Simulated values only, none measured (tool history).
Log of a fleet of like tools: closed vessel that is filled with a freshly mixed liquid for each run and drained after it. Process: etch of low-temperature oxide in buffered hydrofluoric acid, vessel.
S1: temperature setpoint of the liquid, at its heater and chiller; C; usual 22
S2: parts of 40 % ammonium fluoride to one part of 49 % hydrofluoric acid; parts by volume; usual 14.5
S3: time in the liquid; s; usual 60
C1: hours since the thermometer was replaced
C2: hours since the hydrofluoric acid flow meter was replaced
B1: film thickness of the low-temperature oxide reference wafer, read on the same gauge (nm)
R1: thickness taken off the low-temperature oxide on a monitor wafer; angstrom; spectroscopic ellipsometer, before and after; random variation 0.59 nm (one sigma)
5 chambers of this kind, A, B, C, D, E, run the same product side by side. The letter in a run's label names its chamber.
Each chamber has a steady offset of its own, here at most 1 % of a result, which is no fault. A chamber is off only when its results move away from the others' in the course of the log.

Run 1B, hour 4.4: usual settings; C1 82.2; C2 418.6; B1 30.006. Result: R1 798.55 angstrom.
Run 2D, hour 6.5: usual settings; C1 264.1; C2 575.8; B1 30.003. Result: R1 808.53 angstrom.
Run 3E, hour 10.2: usual settings; C1 983.9; C2 235.2; B1 29.977. Result: R1 806.64 angstrom.
Run 4C, hour 13.7: usual settings; C1 490.7; C2 447; B1 29.969. Result: R1 808.39 angstrom.
Run 5A, hour 15.8: usual settings; C1 691.3; C2 802; B1 30.002. Result: R1 814.13 angstrom.
Run 6C, hour 18.7: usual settings; C1 495.7; C2 452; B1 29.987. Result: R1 812.09 angstrom.
Run 7E, hour 21.1: usual settings but S3 95 s; C1 994.8; C2 246.1; B1 29.978. Result: R1 1282.4 angstrom.
Run 8B, hour 23.4: usual settings but S3 95 s; C1 101.2; C2 437.6; B1 29.989. Result: R1 1269 angstrom.
Run 9A, hour 27.4: usual settings but S3 95 s; C1 702.9; C2 813.6; B1 29.998. Result: R1 1281.3 angstrom.
Run 10D, hour 30.4: usual settings but S3 95 s; C1 288; C2 599.7; B1 30.003. Result: R1 1293.6 angstrom.
Run 11A, hour 33.7: usual settings but S3 95 s; C1 709.2; C2 819.9; B1 30.009. Result: R1 1292.5 angstrom.
Run 12C, hour 37.8: usual settings; C1 514.8; C2 471.1; B1 30.033. Result: R1 803.59 angstrom.
Run 13E, hour 40.5: usual settings but S2 17 parts by volume, S3 80 s; C1 1014.2; C2 265.5; B1 30.045. Result: R1 922.82 angstrom.
Run 14B, hour 43.9: usual settings but S2 17 parts by volume, S3 80 s; C1 121.7; C2 458.1; B1 30.015. Result: R1 915.19 angstrom.
Run 15D, hour 46.9: usual settings but S2 17 parts by volume, S3 80 s; C1 304.5; C2 616.2; B1 30.024. Result: R1 927.95 angstrom.
Run 16D, hour 50.6: usual settings but S2 17 parts by volume, S3 80 s; C1 308.2; C2 619.9; B1 29.995. Result: R1 920.54 angstrom.
Run 17E, hour 53.6: usual settings but S2 17 parts by volume, S3 80 s; C1 1027.3; C2 278.6; B1 30.06. Result: R1 933.1 angstrom.
Run 18B, hour 57.5: usual settings; C1 135.3; C2 471.7; B1 30.025. Result: R1 807.57 angstrom.
Run 19A, hour 59.8: usual settings; C1 735.3; C2 846; B1 29.955. Result: R1 802.65 angstrom.
Run 20C, hour 63.3: usual settings; C1 540.3; C2 496.6; B1 30.01. Result: R1 809.67 angstrom.
Run 21D, hour 65.9: usual settings but S2 20.5 parts by volume, S3 90 s; C1 323.5; C2 635.2; B1 29.989. Result: R1 878.27 angstrom.
Run 22E, hour 69.2: usual settings but S2 20.5 parts by volume, S3 90 s; C1 1042.9; C2 294.2; B1 29.971. Result: R1 865.7 angstrom.
Run 23A, hour 73.8: usual settings but S2 20.5 parts by volume, S3 90 s; C1 749.3; C2 860; B1 29.989. Result: R1 870.23 angstrom.
Run 24B, hour 76.6: usual settings but S2 20.5 parts by volume, S3 90 s; C1 154.4; C2 490.8; B1 29.989. Result: R1 857.35 angstrom.
Run 25C, hour 80.7: usual settings but S2 20.5 parts by volume, S3 90 s; C1 557.7; C2 514; B1 30.021. Result: R1 873.54 angstrom.
Run 26A, hour 84.9: usual settings but S1 18 C, S2 11 parts by volume; C1 760.4; C2 871.1; B1 30.004. Result: R1 858.27 angstrom.
Run 27D, hour 89.7: usual settings but S1 18 C, S2 11 parts by volume; C1 347.3; C2 659; B1 30.001. Result: R1 850.98 angstrom.
Run 28B, hour 93.8: usual settings but S1 18 C, S2 11 parts by volume; C1 171.6; C2 508; B1 29.965. Result: R1 841.14 angstrom.
Run 29C, hour 95.9: usual settings but S1 18 C, S2 11 parts by volume; C1 572.9; C2 529.2; B1 29.989. Result: R1 847.59 angstrom.
Run 30E, hour 98: usual settings but S1 18 C, S2 11 parts by volume; C1 1071.7; C2 323; B1 29.998. Result: R1 850.05 angstrom.
Run 31B, hour 101.9: usual settings; C1 179.7; C2 516.1; B1 29.989. Result: R1 806.82 angstrom.
Run 32D, hour 104.4: usual settings; C1 362; C2 673.7; B1 29.968. Result: R1 806.22 angstrom.
Run 33E, hour 108.3: usual settings; C1 1082; C2 333.3; B1 29.993. Result: R1 822.87 angstrom.
Run 34A, hour 111.8: usual settings; C1 787.3; C2 898; B1 29.968. Result: R1 805.54 angstrom.
Run 35C, hour 114.4: usual settings; C1 591.4; C2 547.7; B1 30.019. Result: R1 803.37 angstrom.
Run 36C, hour 117.1: usual settings; C1 594.1; C2 550.4; B1 30.038. Result: R1 811.9 angstrom.
Run 37A, hour 121.6: usual settings; C1 797.1; C2 907.8; B1 29.978. Result: R1 816.23 angstrom.
Run 38E, hour 126.1: usual settings; C1 1099.8; C2 351.1; B1 30.031. Result: R1 805.56 angstrom.
Run 39B, hour 130.5: usual settings; C1 208.3; C2 544.7; B1 30.033. Result: R1 804.89 angstrom.
Run 40D, hour 133.8: usual settings; C1 391.4; C2 703.1; B1 30.031. Result: R1 813.93 angstrom.
Run 41D, hour 137.7: usual settings but S1 19 C, S3 90 s; C1 395.3; C2 707; B1 29.965. Result: R1 1031.8 angstrom.
Run 42E, hour 141: usual settings but S1 19 C, S3 90 s; C1 1114.7; C2 366; B1 29.965. Result: R1 1014.3 angstrom.
Run 43B, hour 145.5: usual settings but S1 19 C, S3 90 s; C1 223.3; C2 559.7; B1 29.993. Result: R1 1023.4 angstrom.

All 5 chambers run these settings next. Forecast each chamber's results:
Run 44A, hour 148.9: usual settings. Result: R1 ?.
Run 44B, hour 148.9: usual settings. Result: R1 ?.
Run 44C, hour 148.9: usual settings. Result: R1 ?.
Run 44D, hour 148.9: usual settings. Result: R1 ?.
Run 44E, hour 148.9: usual settings. Result: R1 ?.

run      R1
44A  807.06
44B  800.39
44C  810.89
44D  819.77
44E   807.6
